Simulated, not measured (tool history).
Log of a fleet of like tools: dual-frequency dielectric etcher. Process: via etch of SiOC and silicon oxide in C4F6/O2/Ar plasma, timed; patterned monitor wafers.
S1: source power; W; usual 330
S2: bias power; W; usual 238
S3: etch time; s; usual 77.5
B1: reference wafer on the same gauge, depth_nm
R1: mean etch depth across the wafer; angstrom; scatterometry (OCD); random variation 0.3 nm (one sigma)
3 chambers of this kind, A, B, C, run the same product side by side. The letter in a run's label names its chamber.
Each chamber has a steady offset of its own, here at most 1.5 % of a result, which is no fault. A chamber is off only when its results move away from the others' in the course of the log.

{"run": "1A", "hour": 3.9, "S1": 330, "S2": 238, "S3": 77.5, "B1": 105.04, "R1": 888.22}
{"run": "2C", "hour": 9.6, "S1": 330, "S2": 238, "S3": 77.5, "B1": 105.11, "R1": 899.6}
{"run": "3B", "hour": 12.8, "S1": 330, "S2": 238, "S3": 77.5, "B1": 105.15, "R1": 896.14}
{"run": "4A", "hour": 19.6, "S1": 330, "S2": 238, "S3": 77.5, "B1": 105.06, "R1": 883.69}
{"run": "5B", "hour": 23.9, "S1": 330, "S2": 238, "S3": 77.5, "B1": 105.11, "R1": 897.34}
{"run": "6C", "hour": 28.5, "S1": 330, "S2": 238, "S3": 77.5, "B1": 105.07, "R1": 907.94}
{"run": "7B", "hour": 34.5, "S1": 330, "S2": 238, "S3": 77.5, "B1": 105.02, "R1": 894.82}
{"run": "8A", "hour": 40.2, "S1": 330, "S2": 238, "S3": 77.5, "B1": 105.12, "R1": 885.77}
{"run": "9C", "hour": 44.4, "S1": 330, "S2": 238, "S3": 77.5, "B1": 104.97, "R1": 900.34}
{"run": "10B", "hour": 48.1, "S1": 380, "S2": 214, "S3": 77.5, "B1": 105.18, "R1": 909.77}
{"run": "11C", "hour": 53.2, "S1": 380, "S2": 214, "S3": 77.5, "B1": 104.99, "R1": 918.64}
{"run": "12A", "hour": 60.6, "S1": 380, "S2": 214, "S3": 77.5, "B1": 105.04, "R1": 899.35}
{"run": "13A", "hour": 64.2, "S1": 330, "S2": 238, "S3": 77.5, "B1": 105.04, "R1": 884.02}
{"run": "14C", "hour": 70.3, "S1": 330, "S2": 238, "S3": 77.5, "B1": 105.22, "R1": 902.06}
{"hour": 73.9, "done": "chamber C: source power generator calibrated"}
{"run": "15B", "hour": 74.6, "S1": 330, "S2": 238, "S3": 77.5, "B1": 105.07, "R1": 892.11}
{"run": "16C", "hour": 81.1, "S1": 330, "S2": 238, "S3": 77.5, "B1": 105.12, "R1": 903.39}
{"run": "17A", "hour": 88.5, "S1": 330, "S2": 238, "S3": 77.5, "B1": 105.15, "R1": 887.03}
{"run": "18B", "hour": 95.2, "S1": 330, "S2": 238, "S3": 77.5, "B1": 105.11, "R1": 894.66}
{"run": "19C", "hour": 99.0, "S1": 330, "S2": 213, "S3": 63, "B1": 105.08, "R1": 703.81}
{"run": "20A", "hour": 102.5, "S1": 330, "S2": 213, "S3": 63, "B1": 105.11, "R1": 698.63}
{"run": "21B", "hour": 106.1, "S1": 330, "S2": 213, "S3": 63, "B1": 105.14, "R1": 699.49}
{"run": "22C", "hour": 111.0, "S1": 330, "S2": 238, "S3": 77.5, "B1": 105.07, "R1": 907.12}
{"hour": 114.9, "done": "chamber B: source power generator calibrated"}
{"run": "23A", "hour": 118.3, "S1": 330, "S2": 238, "S3": 77.5, "B1": 105.11, "R1": 888.32}
{"run": "24B", "hour": 122.0, "S1": 330, "S2": 238, "S3": 77.5, "B1": 105.1, "R1": 897.26}
{"run": "25B", "hour": 129.1, "S1": 330, "S2": 238, "S3": 77.5, "B1": 105.02, "R1": 896.04}
{"run": "26C", "hour": 135.9, "S1": 330, "S2": 238, "S3": 77.5, "B1": 105.02, "R1": 912.9}
{"run": "27A", "hour": 140.2, "S1": 270, "S2": 238, "S3": 77.5, "B1": 105.12, "R1": 823.14}
{"run": "28B", "hour": 147.3, "S1": 270, "S2": 238, "S3": 77.5, "B1": 105.04, "R1": 831.04}
{"run": "29A", "hour": 154.7, "S1": 270, "S2": 238, "S3": 77.5, "B1": 105.14, "R1": 824.45}
{"run": "30C", "hour": 161.2, "S1": 330, "S2": 238, "S3": 77.5, "B1": 105.05, "R1": 914.47}
{"run": "31C", "hour": 165.7, "S1": 330, "S2": 238, "S3": 77.5, "B1": 105.11, "R1": 911.9}
{"run": "32A", "hour": 172.2, "S1": 330, "S2": 238, "S3": 77.5, "B1": 105.08, "R1": 889.48}
{"run": "33B", "hour": 176.0, "S1": 330, "S2": 238, "S3": 77.5, "B1": 105.07, "R1": 891.53}
{"run": "34B", "hour": 181.6, "S1": 330, "S2": 238, "S3": 77.5, "B1": 105.1, "R1": 896.65}
{"run": "35A", "hour": 184.9, "S1": 330, "S2": 238, "S3": 77.5, "B1": 105.09, "R1": 883.52}
{"run": "36C", "hour": 188.5, "S1": 330, "S2": 197, "S3": 92.5, "B1": 105.11, "R1": 1024.5}
{"run": "37A", "hour": 195.6, "S1": 330, "S2": 197, "S3": 92.5, "B1": 105.04, "R1": 991.82}
{"run": "38B", "hour": 199.6, "S1": 330, "S2": 197, "S3": 92.5, "B1": 105.14, "R1": 1003.9}
{"hour": 200.3, "done": "chamber B: wet clean of the chamber"}
{"run": "39C", "hour": 203.1, "S1": 330, "S2": 238, "S3": 77.5, "B1": 105.09, "R1": 915.1}
{"run": "40C", "hour": 207.5, "S1": 330, "S2": 238, "S3": 77.5, "B1": 105.15, "R1": 916.12}
{"run": "41B", "hour": 211.5, "S1": 330, "S2": 238, "S3": 77.5, "B1": 105.1, "R1": 897.88}
{"run": "42A", "hour": 216.0, "S1": 330, "S2": 238, "S3": 77.5, "B1": 105.13, "R1": 886.83}
{"run": "43A", "hour": 221.9, "S1": 330, "S2": 238, "S3": 77.5, "B1": 105.05, "R1": 889.59}

All 3 chambers run these settings next. Forecast each chamber's results:
{"run": "44A", "hour": 227.3, "S1": 360, "S2": 238, "S3": 77.5, "R1": "?"}
{"run": "44B", "hour": 227.3, "S1": 360, "S2": 238, "S3": 77.5, "R1": "?"}
{"run": "44C", "hour": 227.3, "S1": 360, "S2": 238, "S3": 77.5, "R1": "?"}

run=44A R1=911.38
run=44B R1=925.7
run=44C R1=955.75
